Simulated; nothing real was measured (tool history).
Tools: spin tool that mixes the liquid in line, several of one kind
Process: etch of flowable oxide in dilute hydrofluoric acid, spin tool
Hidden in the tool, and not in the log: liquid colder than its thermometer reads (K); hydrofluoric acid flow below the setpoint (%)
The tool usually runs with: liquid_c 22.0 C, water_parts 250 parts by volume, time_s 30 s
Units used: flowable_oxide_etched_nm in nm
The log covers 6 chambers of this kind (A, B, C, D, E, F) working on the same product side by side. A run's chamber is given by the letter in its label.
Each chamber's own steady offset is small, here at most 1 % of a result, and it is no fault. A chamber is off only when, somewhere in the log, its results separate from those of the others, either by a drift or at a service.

run   hour  liquid_c  water_parts  time_s  hours since the thermometer was replaced  hours since the hydrofluoric acid flow meter was replaced  read-back film thickness of the flowable oxide reference wafer, read on the same gauge (nm)  flowable_oxide_etched_nm
 1A    8.2      22.0          250      30                                     785.9                                                      409.5                                                                                       130.00                    6.1455
 2D   17.3      22.0          250      30                                    2303.9                                                      617.8                                                                                       129.98                    6.2914
 3E   25.9      22.0          250      30                                     184.2                                                      239.6                                                                                       129.98                    6.1778
 4B   32.4      22.0          250      30                                    2091.7                                                     1198.2                                                                                       130.02                    6.2311
 5C   40.8      22.0          250      30                                    2151.8                                                      219.8                                                                                       130.01                    6.2487
 6F   45.8      22.0          200      30                                     757.6                                                      943.6                                                                                       130.00                    8.2146
 7F   51.7      22.0          200      30                                     763.5                                                      949.5                                                                                       130.01                    8.2493
      57.9  -- chamber B: thermometer replaced
 8B   59.4      22.0          200      30                                       1.5                                                     1225.2                                                                                       130.01                    8.1576
 9D   66.5      22.0          200      30                                    2353.1                                                      667.0                                                                                       130.02                    8.2076
10E   73.7      22.0          200      30                                     232.0                                                      287.4                                                                                       129.98                    8.1974
11A   83.0      22.0          200      30                                     860.7                                                      484.3                                                                                       130.01                    8.1644
12C   91.4      22.0          250      30                                    2202.4                                                      270.4                                                                                       129.98                    6.2069
13C   99.2      18.5          250      30                                    2210.2                                                      278.2                                                                                       130.01                    5.4336
14F  106.6      18.5          250      30                                     818.4                                                     1004.4                                                                                       130.01                    5.5149
15B  114.2      18.5          250      30                                      56.3                                                     1280.0                                                                                       129.99                    5.4670
16E  120.2      18.5          250      30                                     278.5                                                      333.9                                                                                       129.99                    5.4627
17A  128.3      18.5          250      30                                     906.0                                                      529.6                                                                                       130.00                    5.4219
18D  138.8      18.5          250      30                                    2425.4                                                      739.3                                                                                       129.99                    5.5212
19D  149.5      22.0          250      30                                    2436.1                                                      750.0                                                                                       130.02                    6.3012
20C  154.8      22.0          250      30                                    2265.8                                                      333.8                                                                                       130.01                    6.1216
21F  159.9      22.0          250      30                                     871.7                                                     1057.7                                                                                       130.02                    6.2039
22B  170.7      22.0          250      30                                     112.8                                                     1336.5                                                                                       129.98                    6.2501
23E  176.3      22.0          250      30                                     334.6                                                      390.0                                                                                       130.00                    6.2443
24A  182.2      22.0          250      30                                     959.9                                                      583.5                                                                                       130.00                    6.2086
25E  191.4      22.0          250      30                                     349.7                                                      405.1                                                                                       130.00                    6.2086
     192.1  -- chamber B: hydrofluoric acid flow meter replaced
26D  197.7      25.0          250      50                                    2484.3                                                      798.2                                                                                       130.00                   11.6360
27B  208.2      25.0          250      50                                     150.3                                                       16.2                                                                                       130.00                   11.6570
28C  215.3      25.0          250      50                                    2326.3                                                      394.3                                                                                       130.01                   11.1360
29F  220.6      25.0          250      50                                     932.4                                                     1118.4                                                                                       130.01                   11.5800
30A  226.2      25.0          250      50                                    1003.9                                                      627.5                                                                                       130.01                   11.4050
31F  231.4      25.0          250      50                                     943.2                                                     1129.2                                                                                       130.00                   11.5030
32C  242.3      24.0          300      30                                    2353.3                                                      421.3                                                                                       130.03                    5.0624
33E  250.8      24.0          300      30                                     409.1                                                      464.5                                                                                       130.04                    5.2735
34A  260.2      24.0          300      30                                    1037.9                                                      661.5                                                                                       130.00                    5.2945
35D  266.2      24.0          300      30                                    2552.8                                                      866.7                                                                                       130.01                    5.3432
36B  272.1      24.0          300      30                                     214.2                                                       80.1                                                                                       130.00                    5.3181
37F  279.9      24.0          300      30                                     991.7                                                     1177.7                                                                                       130.01                    5.2965
38C  285.3      22.0          250      30                                    2396.3                                                      464.3                                                                                       130.00                    5.9150
39E  295.3      26.0          250      30                                     453.6                                                      509.0                                                                                       130.01                    7.1836
40A  300.7      26.0          250      30                                    1078.4                                                      702.0                                                                                       130.00                    7.1327

For the next run the whole fleet of 6 chambers uses the same settings. Give each chamber's results:
41A  308.9      22.0          250      30                                                                                                                                                                                                                           ?
41B  308.9      22.0          250      30                                                                                                                                                                                                                           ?
41C  308.9      22.0          250      30                                                                                                                                                                                                                           ?
41D  308.9      22.0          250      30                                                                                                                                                                                                                           ?
41E  308.9      22.0          250      30                                                                                                                                                                                                                           ?
41F  308.9      22.0          250      30                                                                                                                                                                                                                           ?

run  flowable_oxide_etched_nm
41A                    6.1865
41B                    6.1953
41C                    5.7728
41D                    6.2932
41E                    6.1870
41F                    6.2454

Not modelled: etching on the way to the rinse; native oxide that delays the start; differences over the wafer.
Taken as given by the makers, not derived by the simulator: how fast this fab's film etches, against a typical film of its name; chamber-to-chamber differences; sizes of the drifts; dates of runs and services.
